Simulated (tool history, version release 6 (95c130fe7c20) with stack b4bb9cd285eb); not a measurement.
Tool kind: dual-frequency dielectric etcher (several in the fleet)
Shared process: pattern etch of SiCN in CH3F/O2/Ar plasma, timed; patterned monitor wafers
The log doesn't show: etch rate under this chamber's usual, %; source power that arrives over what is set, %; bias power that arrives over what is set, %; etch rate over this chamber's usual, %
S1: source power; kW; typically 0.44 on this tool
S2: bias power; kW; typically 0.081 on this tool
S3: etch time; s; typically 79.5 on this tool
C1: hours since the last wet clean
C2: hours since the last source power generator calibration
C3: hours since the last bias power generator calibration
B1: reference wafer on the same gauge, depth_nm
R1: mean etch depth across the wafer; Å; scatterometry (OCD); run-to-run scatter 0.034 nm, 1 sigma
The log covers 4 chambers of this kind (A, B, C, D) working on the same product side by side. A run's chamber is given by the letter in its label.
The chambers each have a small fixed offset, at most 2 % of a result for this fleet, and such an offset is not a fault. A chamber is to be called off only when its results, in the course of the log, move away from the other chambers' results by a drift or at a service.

run 1A hour=10.9 | S1=0.44 S2=0.081 S3=79.5 | C1=233.6 C2=1425 C3=1032.9 | B1=30.987 | R1=317.74
run 2D hour=22.1 | S1=0.44 S2=0.081 S3=79.5 | C1=626 C2=2775 C3=249.6 | B1=30.985 | R1=320.51
run 3C hour=33.8 | S1=0.44 S2=0.081 S3=79.5 | C1=74.8 C2=499.5 C3=2200.5 | B1=30.988 | R1=321.9
run 4B hour=47.9 | S1=0.44 S2=0.081 S3=79.5 | C1=247.3 C2=2034.4 C3=1664.7 | B1=30.987 | R1=323.22
-- hour=60.5 chamber D: wet clean of the chamber
run 5A hour=62.9 | S1=0.44 S2=0.081 S3=79.5 | C1=285.6 C2=1477 C3=1084.9 | B1=30.976 | R1=317.59
run 6B hour=73.2 | S1=0.44 S2=0.081 S3=79.5 | C1=272.6 C2=2059.7 C3=1690 | B1=30.968 | R1=323.26
run 7C hour=83.6 | S1=0.44 S2=0.081 S3=79.5 | C1=124.6 C2=549.3 C3=2250.3 | B1=30.966 | R1=321.17
run 8D hour=91.2 | S1=0.44 S2=0.081 S3=79.5 | C1=30.8 C2=2844.1 C3=318.7 | B1=30.96 | R1=320.03
run 9B hour=103 | S1=0.44 S2=0.081 S3=79.5 | C1=302.4 C2=2089.5 C3=1719.8 | B1=30.964 | R1=323.02
run 10A hour=110.7 | S1=0.44 S2=0.081 S3=79.5 | C1=333.4 C2=1524.8 C3=1132.7 | B1=30.96 | R1=317.11
run 11D hour=120.3 | S1=0.44 S2=0.081 S3=79.5 | C1=59.9 C2=2873.2 C3=347.8 | B1=30.949 | R1=319.48
run 12C hour=130.3 | S1=0.44 S2=0.081 S3=79.5 | C1=171.3 C2=596 C3=2297 | B1=30.94 | R1=321.48
run 13C hour=139.8 | S1=0.44 S2=0.081 S3=79.5 | C1=180.8 C2=605.5 C3=2306.5 | B1=30.945 | R1=320.93
run 14B hour=152.7 | S1=0.44 S2=0.081 S3=79.5 | C1=352.1 C2=2139.2 C3=1769.5 | B1=30.933 | R1=322.9
run 15A hour=166.2 | S1=0.44 S2=0.081 S3=79.5 | C1=388.9 C2=1580.3 C3=1188.2 | B1=30.93 | R1=316.93
run 16D hour=179.1 | S1=0.44 S2=0.081 S3=79.5 | C1=118.7 C2=2932 C3=406.6 | B1=30.926 | R1=319.38
run 17C hour=187.1 | S1=0.44 S2=0.081 S3=79.5 | C1=228.1 C2=652.8 C3=2353.8 | B1=30.92 | R1=320.77
run 18A hour=197.8 | S1=0.44 S2=0.081 S3=79.5 | C1=420.5 C2=1611.9 C3=1219.8 | B1=30.913 | R1=316.75
run 19B hour=213.1 | S1=0.44 S2=0.064 S3=101 | C1=412.5 C2=2199.6 C3=1829.9 | B1=30.9 | R1=376.88
run 20D hour=220.6 | S1=0.44 S2=0.064 S3=101 | C1=160.2 C2=2973.5 C3=448.1 | B1=30.911 | R1=372.74
run 21C hour=236.6 | S1=0.44 S2=0.064 S3=101 | C1=277.6 C2=702.3 C3=2403.3 | B1=30.895 | R1=375.18
-- hour=242.7 chamber B: wet clean of the chamber
run 22D hour=245.2 | S1=0.44 S2=0.064 S3=101 | C1=184.8 C2=2998.1 C3=472.7 | B1=30.894 | R1=373.12
-- hour=255.9 chamber A: source power generator calibrated
run 23A hour=260.9 | S1=0.44 S2=0.081 S3=79.5 | C1=483.6 C2=5.1 C3=1282.9 | B1=30.893 | R1=315.98
run 24B hour=271.6 | S1=0.44 S2=0.081 S3=79.5 | C1=28.9 C2=2258.1 C3=1888.4 | B1=30.886 | R1=323
run 25B hour=278.7 | S1=0.44 S2=0.081 S3=79.5 | C1=36 C2=2265.2 C3=1895.5 | B1=30.885 | R1=322.77
run 26D hour=292.4 | S1=0.44 S2=0.081 S3=79.5 | C1=232 C2=3045.3 C3=519.9 | B1=30.88 | R1=318.86
run 27A hour=307.6 | S1=0.44 S2=0.081 S3=79.5 | C1=530.3 C2=51.8 C3=1329.6 | B1=30.872 | R1=316.1

What goes on in this fleet: one chamber off, a drifting gauge, or nothing beyond the chambers' own small offsets? Name the chamber and the cause, if any.

Gauge drift. The chambers move together only on paper, and none stands off.
Cause: gauge reads low (%) = 0.439.

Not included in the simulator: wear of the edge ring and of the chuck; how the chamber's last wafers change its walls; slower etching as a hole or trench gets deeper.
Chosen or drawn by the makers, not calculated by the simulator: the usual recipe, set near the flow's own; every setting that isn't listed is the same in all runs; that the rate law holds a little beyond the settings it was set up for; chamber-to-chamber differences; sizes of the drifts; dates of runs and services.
